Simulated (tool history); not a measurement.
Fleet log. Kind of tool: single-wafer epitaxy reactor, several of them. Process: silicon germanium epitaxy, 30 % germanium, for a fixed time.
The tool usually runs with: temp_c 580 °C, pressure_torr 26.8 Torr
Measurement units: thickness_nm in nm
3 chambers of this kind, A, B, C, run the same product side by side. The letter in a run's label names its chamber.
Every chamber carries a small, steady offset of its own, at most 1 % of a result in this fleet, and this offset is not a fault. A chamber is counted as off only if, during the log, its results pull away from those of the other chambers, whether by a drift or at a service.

run,day,temp_c,pressure_torr,"read-back reference wafer on the same gauge, thickness_nm",thickness_nm
1A,0.408,580,26.8,46.109,46.090
2C,0.742,580,26.8,46.119,45.276
3B,0.988,580,26.8,46.143,45.649
4C,1.262,580,26.8,46.147,45.289
5B,1.462,580,26.8,46.161,45.642
6A,1.758,593,23.3,46.154,55.442
7A,2.071,593,23.3,46.186,55.545
8C,2.333,593,23.3,46.191,54.667
9B,2.712,580,26.8,46.202,45.810
10C,3.088,580,26.8,46.221,45.346
11B,3.450,580,26.8,46.240,45.848
12A,3.792,580,26.8,46.272,46.147
13B,4.050,580,26.8,46.264,45.944
14C,4.421,580,26.8,46.297,45.384
15A,4.667,580,26.8,46.289,46.364
16A,5.017,580,26.8,46.325,46.243
17B,5.250,580,22.6,46.315,43.018
18C,5.658,580,22.6,46.317,42.474
19A,5.983,580,22.6,46.338,43.271
20C,6.300,580,29.9,46.375,47.437
21B,6.704,580,29.9,46.363,48.086
22A,6.992,580,29.9,46.389,48.383

Is one chamber off against the others, does the gauge drift, or is nothing wrong? If a chamber is off, say which, and what the likeliest cause is.

Gauge drift. The chambers move together only on paper, and none stands off.
Cause: gauge reads high (%) = 0.65.
